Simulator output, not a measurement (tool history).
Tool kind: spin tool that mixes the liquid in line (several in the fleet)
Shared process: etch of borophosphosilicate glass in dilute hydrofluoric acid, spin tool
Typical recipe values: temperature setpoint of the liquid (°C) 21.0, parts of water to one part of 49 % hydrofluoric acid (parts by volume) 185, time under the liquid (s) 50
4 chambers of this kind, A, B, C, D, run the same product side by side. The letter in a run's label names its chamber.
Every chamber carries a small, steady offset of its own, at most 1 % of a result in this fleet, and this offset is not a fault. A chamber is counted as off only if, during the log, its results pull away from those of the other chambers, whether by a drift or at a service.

run,day,temperature setpoint of the liquid (°C),parts of water to one part of 49 % hydrofluoric acid (parts by volume),time under the liquid (s),"read-back film thickness of the borophosphosilicate glass reference wafer, read on the same gauge (nm)",thickness taken off the borophosphosilicate glass on a monitor wafer (Å)
1A,0.246,21.0,185,50,70.036,87.375
2D,0.512,21.0,185,50,70.043,86.972
3B,1.017,21.0,185,50,69.988,85.999
4C,1.554,21.0,185,50,69.988,86.506
5D,2.046,21.0,185,50,69.986,86.102
6C,2.308,25.5,225,50,69.954,81.737
7B,2.738,25.5,225,50,69.970,79.884
8A,3.029,25.5,225,50,70.034,81.873
9C,3.442,25.5,225,50,69.972,79.929
# day 3.733: chamber A: thermometer replaced
10A,3.971,21.0,185,50,70.031,87.909
11D,4.492,21.0,185,50,70.024,85.901
12B,4.996,21.0,185,50,69.994,86.655
# day 5.412: chamber D: thermometer replaced
13D,5.546,21.0,265,70,69.979,78.017
14A,5.933,21.0,265,70,69.969,79.459
15C,6.450,21.0,265,70,70.011,77.732
16B,6.925,21.0,265,70,69.955,78.040
17C,7.375,21.0,185,50,69.958,87.199
18A,7.812,21.0,185,50,69.999,88.365
19D,8.312,21.0,185,50,70.020,86.230
20B,8.833,21.0,185,50,70.015,86.210
21B,9.138,21.0,185,50,70.028,85.695
22A,9.567,21.0,185,50,70.031,89.035
23D,9.996,21.0,185,50,69.979,86.634
24C,10.283,21.0,185,50,70.001,86.575
25D,10.833,21.0,185,50,70.052,86.206
26B,11.288,21.0,185,50,70.012,86.321
27C,11.571,21.0,185,50,70.024,87.229
28A,12.125,21.0,185,50,70.019,90.268
29B,12.575,21.0,185,50,70.028,85.895

Does one chamber stand apart from the rest, does the shared gauge drift, or is all well apart from small per-chamber offsets? Give the chamber and the most likely cause, where there is one.

It is chamber A that slowly wanders off from its peers.
What lies behind it: hydrofluoric acid flow above the setpoint (%) = 4.45.
With only this log, it may be confused with: liquid hotter than its thermometer reads (K).

Here are 4 candidates for chamber A's next run, each the usual settings with a change, their results left as question marks. Which one brings its results back in line with what the others give on the usual settings?
Counts as in line when no further than this from what the other chambers average on the usual settings: thickness taken off the borophosphosilicate glass on a monitor wafer (Å) 1.700
30A-1,12.975,21.0,195,50,,?
30A-2,12.975,20.5,200,50,,?
30A-3,12.975,21.5,185,55,,?
30A-4,12.975,21.0,175,50,,?

Usual-settings mean across the other chambers: thickness taken off the borophosphosilicate glass on a monitor wafer (Å) 86.277
run,thickness taken off the borophosphosilicate glass on a monitor wafer (Å)
30A-1,86.365
30A-2,82.181
30A-3,103.100
30A-4,98.071
The right change is 30A-1: it brings the chamber back within the allowed miss of the others.

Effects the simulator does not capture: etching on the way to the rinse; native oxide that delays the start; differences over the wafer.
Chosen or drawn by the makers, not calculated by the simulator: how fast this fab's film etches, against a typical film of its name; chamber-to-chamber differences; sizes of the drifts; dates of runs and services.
